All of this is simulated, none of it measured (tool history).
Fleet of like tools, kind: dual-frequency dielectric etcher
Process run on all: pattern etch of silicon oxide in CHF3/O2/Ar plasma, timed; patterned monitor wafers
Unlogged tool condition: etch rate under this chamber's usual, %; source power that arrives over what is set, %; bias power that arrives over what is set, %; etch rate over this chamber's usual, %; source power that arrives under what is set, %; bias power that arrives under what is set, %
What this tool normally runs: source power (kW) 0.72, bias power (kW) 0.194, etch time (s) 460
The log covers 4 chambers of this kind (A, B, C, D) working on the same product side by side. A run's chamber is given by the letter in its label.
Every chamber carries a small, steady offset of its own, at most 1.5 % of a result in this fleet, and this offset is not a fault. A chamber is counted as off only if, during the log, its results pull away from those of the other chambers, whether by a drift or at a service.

run	hour	source power (kW)	bias power (kW)	etch time (s)	hours since the last wet clean	hours since the last source power generator calibration	hours since the last bias power generator calibration	read-back reference wafer on the same gauge, depth_nm	mean etch depth across the wafer (nm)
1A	13.3	0.72	0.194	460	664.1	1696.9	1313	920.85	993.72
2B	20.2	0.72	0.194	460	343.4	2225.4	2090.4	920.76	1014.9
# hour 30.4: chamber A: wet clean of the chamber
3C	32.5	0.72	0.194	460	281.1	1156.8	1096.3	920.82	1007.3
# hour 38: chamber B: wet clean of the chamber
4D	44	0.72	0.194	460	175	2282.3	1104.4	920.5	987.23
5A	55.2	0.72	0.194	460	24.9	1738.8	1354.9	920.34	995.34
6B	62.8	0.72	0.194	460	24.9	2268	2133	920.33	1010.2
7D	73.4	0.72	0.194	460	204.4	2311.7	1133.8	920.31	986.23
8C	88	0.84	0.239	460	336.6	1212.3	1151.8	920.16	1147.6
9A	103.8	0.84	0.239	460	73.5	1787.4	1403.5	919.8	1130.7
10B	115.6	0.84	0.239	460	77.7	2320.8	2185.8	919.8	1149
11C	129.7	0.84	0.239	460	378.3	1254	1193.5	919.92	1147.2
12D	139	0.72	0.194	460	270	2377.3	1199.4	919.49	987.13
13A	154.7	0.72	0.194	460	124.4	1838.3	1454.4	919.63	992.02
14D	161.7	0.72	0.194	460	292.7	2400	1222.1	919.29	987.07
15C	173.6	0.72	0.194	460	422.2	1297.9	1237.4	919.2	1007.3
16B	186.3	0.72	0.194	460	148.4	2391.5	2256.5	918.95	1012.5
17A	199.5	0.72	0.213	460	169.2	1883.1	1499.2	918.9	1024.4
18C	212.2	0.72	0.213	460	460.8	1336.5	1276	918.69	1042.1
19D	222.7	0.72	0.213	460	353.7	2461	1283.1	918.7	1017.5
20B	232.1	0.72	0.213	460	194.2	2437.3	2302.3	918.76	1041.6
21C	244.1	0.72	0.194	460	492.7	1368.4	1307.9	918.56	1006.4
# hour 246: chamber D: wet clean of the chamber
22B	255.2	0.72	0.194	460	217.3	2460.4	2325.4	918.35	1011.7
23A	265.9	0.81	0.194	460	235.6	1949.5	1565.6	918.33	1037.4
24D	279.5	0.81	0.194	460	33.5	2517.8	1339.9	918.42	1032.3
25A	287.6	0.81	0.194	460	257.3	1971.2	1587.3	918.01	1034.9
26C	299.5	0.81	0.194	460	548.1	1423.8	1363.3	917.93	1051.8
27D	313.1	0.72	0.194	460	67.1	2551.4	1373.5	917.83	984.3
28B	321.2	0.72	0.194	460	283.3	2526.4	2391.4	917.85	1010.2
# hour 334.7: chamber C: wet clean of the chamber
29A	336.1	0.72	0.165	460	305.8	2019.7	1635.8	917.54	938.68
30D	344.7	0.72	0.165	460	98.7	2583	1405.1	917.61	934.11
31C	356.9	0.72	0.165	460	22.3	1481.2	1420.7	917.26	952.86
32B	364.1	0.72	0.165	460	326.2	2569.3	2434.3	917.51	958.31
33C	376.9	0.72	0.194	460	42.3	1501.2	1440.7	917.22	1004.4
34A	387.8	0.61	0.211	460	357.5	2071.4	1687.5	917.05	957.49
35D	394.8	0.61	0.211	460	148.8	2633.1	1455.2	916.93	950.36
36B	407.2	0.61	0.211	460	369.3	2612.4	2477.4	916.96	977.65
37D	416.5	0.61	0.211	460	170.5	2654.8	1476.9	916.89	950.4
# hour 416.9: chamber B: wet clean of the chamber
# hour 421.6: chamber B: bias power generator calibrated
38B	428.8	0.72	0.194	460	12	2634	7.2	916.7	1007.5

Decide between three cases: one chamber stands off from its peers, the gauge reading all wafers drifts, or nothing is wrong past each chamber's small offset. Where a chamber is off, say which and what most likely put it there.

None of the chambers is off. What moves is the gauge, dragging all their readings along together.
Cause: gauge reads low (%) = 0.478.
